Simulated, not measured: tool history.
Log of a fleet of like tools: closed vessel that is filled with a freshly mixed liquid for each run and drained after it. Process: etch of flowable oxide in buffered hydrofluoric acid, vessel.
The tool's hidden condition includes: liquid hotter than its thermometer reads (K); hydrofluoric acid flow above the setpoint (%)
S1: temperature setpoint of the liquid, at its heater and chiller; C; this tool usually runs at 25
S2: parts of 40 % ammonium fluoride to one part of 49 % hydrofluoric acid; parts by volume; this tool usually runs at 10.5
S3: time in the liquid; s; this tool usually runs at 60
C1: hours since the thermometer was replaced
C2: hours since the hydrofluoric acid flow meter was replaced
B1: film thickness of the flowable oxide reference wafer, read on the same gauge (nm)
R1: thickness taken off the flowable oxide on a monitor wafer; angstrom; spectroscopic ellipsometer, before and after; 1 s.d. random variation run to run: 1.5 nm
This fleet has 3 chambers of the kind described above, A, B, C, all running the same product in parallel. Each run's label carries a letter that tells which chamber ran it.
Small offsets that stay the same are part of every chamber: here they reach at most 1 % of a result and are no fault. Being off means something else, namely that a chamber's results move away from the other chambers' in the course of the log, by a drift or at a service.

{"run": "1A", "hour": 10.9, "S1": 25, "S2": 10.5, "S3": 60, "C1": 626.1, "C2": 577.4, "B1": 89.984, "R1": 2808.3}
{"run": "2B", "hour": 24.3, "S1": 25, "S2": 10.5, "S3": 60, "C1": 184.5, "C2": 232.9, "B1": 89.999, "R1": 2850.9}
{"run": "3C", "hour": 38.1, "S1": 25, "S2": 10.5, "S3": 60, "C1": 1769.8, "C2": 48.3, "B1": 90.013, "R1": 2819.1}
{"run": "4B", "hour": 53.4, "S1": 25, "S2": 10.5, "S3": 60, "C1": 213.6, "C2": 262, "B1": 89.974, "R1": 2852.5}
{"run": "5A", "hour": 65.0, "S1": 25, "S2": 10.5, "S3": 60, "C1": 680.2, "C2": 631.5, "B1": 89.995, "R1": 2822.9}
{"run": "6C", "hour": 72.9, "S1": 25, "S2": 10.5, "S3": 60, "C1": 1804.6, "C2": 83.1, "B1": 89.971, "R1": 2847.2}
{"run": "7B", "hour": 86.5, "S1": 23, "S2": 10.5, "S3": 60, "C1": 246.7, "C2": 295.1, "B1": 89.996, "R1": 2581.5}
{"run": "8C", "hour": 99.1, "S1": 23, "S2": 10.5, "S3": 60, "C1": 1830.8, "C2": 109.3, "B1": 90.038, "R1": 2554.8}
{"run": "9A", "hour": 107.9, "S1": 23, "S2": 10.5, "S3": 60, "C1": 723.1, "C2": 674.4, "B1": 89.953, "R1": 2513}
{"run": "10C", "hour": 121.4, "S1": 25, "S2": 10.5, "S3": 60, "C1": 1853.1, "C2": 131.6, "B1": 90.012, "R1": 2842.9}
{"run": "11A", "hour": 130.8, "S1": 25, "S2": 10.5, "S3": 60, "C1": 746, "C2": 697.3, "B1": 89.996, "R1": 2825.8}
{"run": "12B", "hour": 139.5, "S1": 25, "S2": 10.5, "S3": 60, "C1": 299.7, "C2": 348.1, "B1": 90.029, "R1": 2902.4}
{"run": "13A", "hour": 148.5, "S1": 25, "S2": 10.5, "S3": 60, "C1": 763.7, "C2": 715, "B1": 90.002, "R1": 2825.7}
{"run": "14B", "hour": 163.5, "S1": 25, "S2": 10.5, "S3": 60, "C1": 323.7, "C2": 372.1, "B1": 89.985, "R1": 2940}
{"run": "15C", "hour": 174.6, "S1": 25, "S2": 10.5, "S3": 60, "C1": 1906.3, "C2": 184.8, "B1": 90.016, "R1": 2817.7}
{"run": "16C", "hour": 187.2, "S1": 25, "S2": 10.5, "S3": 60, "C1": 1918.9, "C2": 197.4, "B1": 89.991, "R1": 2811.8}
{"run": "17A", "hour": 195.0, "S1": 25, "S2": 10.5, "S3": 60, "C1": 810.2, "C2": 761.5, "B1": 89.989, "R1": 2805.3}
{"run": "18B", "hour": 202.4, "S1": 25, "S2": 10.5, "S3": 60, "C1": 362.6, "C2": 411, "B1": 90.026, "R1": 3017.3}
{"run": "19C", "hour": 213.4, "S1": 25, "S2": 10.5, "S3": 60, "C1": 1945.1, "C2": 223.6, "B1": 89.973, "R1": 2842.6}
{"run": "20A", "hour": 223.2, "S1": 25, "S2": 10.5, "S3": 60, "C1": 838.4, "C2": 789.7, "B1": 89.981, "R1": 2839.4}
{"run": "21B", "hour": 237.3, "S1": 25, "S2": 10.5, "S3": 60, "C1": 397.5, "C2": 445.9, "B1": 90.043, "R1": 3030.5}
{"run": "22A", "hour": 250.1, "S1": 20.5, "S2": 7.5, "S3": 60, "C1": 865.3, "C2": 816.6, "B1": 90.026, "R1": 2954.9}
{"run": "23B", "hour": 260.5, "S1": 20.5, "S2": 7.5, "S3": 60, "C1": 420.7, "C2": 469.1, "B1": 90.034, "R1": 3319.7}

Is one chamber off against the others, does the gauge drift, or is nothing wrong? If a chamber is off, say which, and what the likeliest cause is.

Little by little, chamber B moves away from the other chambers.
What lies behind it: hydrofluoric acid flow above the setpoint (%) = 9.19.
From this log alone, it may not be told apart from: liquid hotter than its thermometer reads (K).

Below are 4 candidate recipes for chamber B's next run, each the usual settings with a change, their results shown as question marks. Which of them brings B's results back in line with what the other chambers give on the usual settings?
In line means no further than this from the other chambers' mean on the usual settings: R1 54 angstrom
{"run": "24B-1", "hour": 271.6, "S1": 22, "S2": 10.5, "S3": 60, "R1": "?"}
{"run": "24B-2", "hour": 271.6, "S1": 25, "S2": 10.5, "S3": 65, "R1": "?"}
{"run": "24B-3", "hour": 271.6, "S1": 28, "S2": 10.5, "S3": 60, "R1": "?"}
{"run": "24B-4", "hour": 271.6, "S1": 25, "S2": 10.5, "S3": 55, "R1": "?"}

The other chambers' mean on the usual settings: R1 2826.4 angstrom
run=24B-1 R1=2604.2
run=24B-2 R1=3316.9
run=24B-3 R1=3588.5
run=24B-4 R1=2806.6
24B-4 is the one that brings the chamber's results back in line with the other chambers.

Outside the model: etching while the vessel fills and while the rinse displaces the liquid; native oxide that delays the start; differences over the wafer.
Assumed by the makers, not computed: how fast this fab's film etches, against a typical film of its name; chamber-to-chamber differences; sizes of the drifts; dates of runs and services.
